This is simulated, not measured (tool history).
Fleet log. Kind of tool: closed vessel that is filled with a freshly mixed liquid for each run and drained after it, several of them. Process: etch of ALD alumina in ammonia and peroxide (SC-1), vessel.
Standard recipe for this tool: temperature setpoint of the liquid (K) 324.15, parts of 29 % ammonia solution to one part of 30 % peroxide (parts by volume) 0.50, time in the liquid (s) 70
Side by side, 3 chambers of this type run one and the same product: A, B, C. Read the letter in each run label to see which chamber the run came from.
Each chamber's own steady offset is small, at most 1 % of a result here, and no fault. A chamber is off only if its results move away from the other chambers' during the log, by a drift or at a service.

run    day  temperature setpoint of the liquid (K)  parts of 29 % ammonia solution to one part of 30 % peroxide (parts by volume)  time in the liquid (s)  hours since the thermometer was replaced  hours since the ammonia flow meter was replaced  hours since the drum of ammonia solution was connected  read-back film thickness of the ALD alumina reference wafer, read on the same gauge (nm)  thickness taken off the ALD alumina on a monitor wafer (nm)
 1B  0.146                                  324.15                                                                           0.50                      70                                      47.8                                             90.3                                                   281.8                                                                                    129.98                                                       4.4962
 2C  0.379                                  324.15                                                                           0.50                      70                                    1369.5                                            807.1                                                   116.4                                                                                    129.99                                                       4.4694
 3A  0.583                                  324.15                                                                           0.50                      70                                     836.9                                            578.5                                                   667.3                                                                                    130.02                                                       4.5654
 4C  0.783                                  324.15                                                                           0.50                      70                                    1379.2                                            816.8                                                   126.1                                                                                    130.00                                                       4.4784
 5A  0.908                                  324.15                                                                           0.50                      70                                     844.7                                            586.3                                                   675.1                                                                                    130.00                                                       4.5580
 6B  1.108                                  324.15                                                                           0.50                      70                                      70.9                                            113.4                                                   304.9                                                                                    129.99                                                       4.5646
 7B  1.254                                  324.15                                                                           0.50                      70                                      74.4                                            116.9                                                   308.4                                                                                    130.02                                                       4.4665
 8A  1.467                                  324.15                                                                           0.50                     100                                     858.1                                            599.7                                                   688.5                                                                                    130.00                                                       6.3832
 9C  1.704                                  324.15                                                                           0.50                     100                                    1401.3                                            838.9                                                   148.2                                                                                    130.00                                                       6.3958
10B  1.821                                  324.15                                                                           0.50                     100                                      88.0                                            130.5                                                   322.0                                                                                    129.99                                                       6.4423
11A  2.075                                  324.15                                                                           0.50                      45                                     872.7                                            614.3                                                   703.1                                                                                    129.98                                                       2.8352
12C  2.325                                  324.15                                                                           0.50                      45                                    1416.2                                            853.8                                                   163.1                                                                                    129.99                                                       2.9479
13A  2.575                                  324.15                                                                           0.50                      45                                     884.7                                            626.3                                                   715.1                                                                                    129.99                                                       2.8595
14B  2.762                                  329.65                                                                           0.50                      70                                     110.6                                            153.1                                                   344.6                                                                                    129.99                                                       6.0953
15C  3.021                                  329.65                                                                           0.50                      70                                    1432.9                                            870.5                                                   179.8                                                                                    130.00                                                       6.0476
16A  3.204                                  329.65                                                                           0.50                      70                                     899.8                                            641.4                                                   730.2                                                                                    130.01                                                       5.8195
17B  3.408                                  324.15                                                                           0.50                      70                                     126.1                                            168.6                                                   360.1                                                                                    130.02                                                       4.4919
18C  3.571                                  333.65                                                                           0.50                     100                                    1446.1                                            883.7                                                   193.0                                                                                    129.99                                                      10.7680
19B  3.758                                  333.65                                                                           0.50                     100                                     134.5                                            177.0                                                   368.5                                                                                    130.01                                                      10.6110
20A  3.879                                  333.65                                                                           0.50                     100                                     916.0                                            657.6                                                   746.4                                                                                    129.99                                                      10.1530
     3.921  -- chamber A: new drum of ammonia solution connected
21C  4.088                                  324.15                                                                           0.50                      70                                    1458.5                                            896.1                                                   205.4                                                                                    130.00                                                       4.5083
22B  4.317                                  324.15                                                                           0.50                      70                                     147.9                                            190.4                                                   381.9                                                                                    130.00                                                       4.4461
23C  4.479                                  324.15                                                                           0.50                      70                                    1467.9                                            905.5                                                   214.8                                                                                    129.99                                                       4.4444
24A  4.642                                  324.15                                                                           0.50                      70                                     934.3                                            675.9                                                    17.3                                                                                    130.02                                                       4.1638
25B  4.804                                  324.15                                                                           0.65                      50                                     159.6                                            202.1                                                   393.6                                                                                    129.98                                                       3.3053
26A  5.008                                  324.15                                                                           0.65                      50                                     943.1                                            684.7                                                    26.1                                                                                    129.99                                                       3.0438
27C  5.133                                  324.15                                                                           0.65                      50                                    1483.6                                            921.2                                                   230.5                                                                                    129.99                                                       3.2788

All chambers now run identical settings, listed one chamber a line with results as question marks. What results will each chamber show?
28A  5.317                                  324.15                                                                           0.50                      70                                                                                                                                                                                                                                                                                                         ?
28B  5.317                                  324.15                                                                           0.50                      70                                                                                                                                                                                                                                                                                                         ?
28C  5.317                                  324.15                                                                           0.50                      70                                                                                                                                                                                                                                                                                                         ?

run  thickness taken off the ALD alumina on a monitor wafer (nm)
28A                                                       4.1550
28B                                                       4.4874
28C                                                       4.5008

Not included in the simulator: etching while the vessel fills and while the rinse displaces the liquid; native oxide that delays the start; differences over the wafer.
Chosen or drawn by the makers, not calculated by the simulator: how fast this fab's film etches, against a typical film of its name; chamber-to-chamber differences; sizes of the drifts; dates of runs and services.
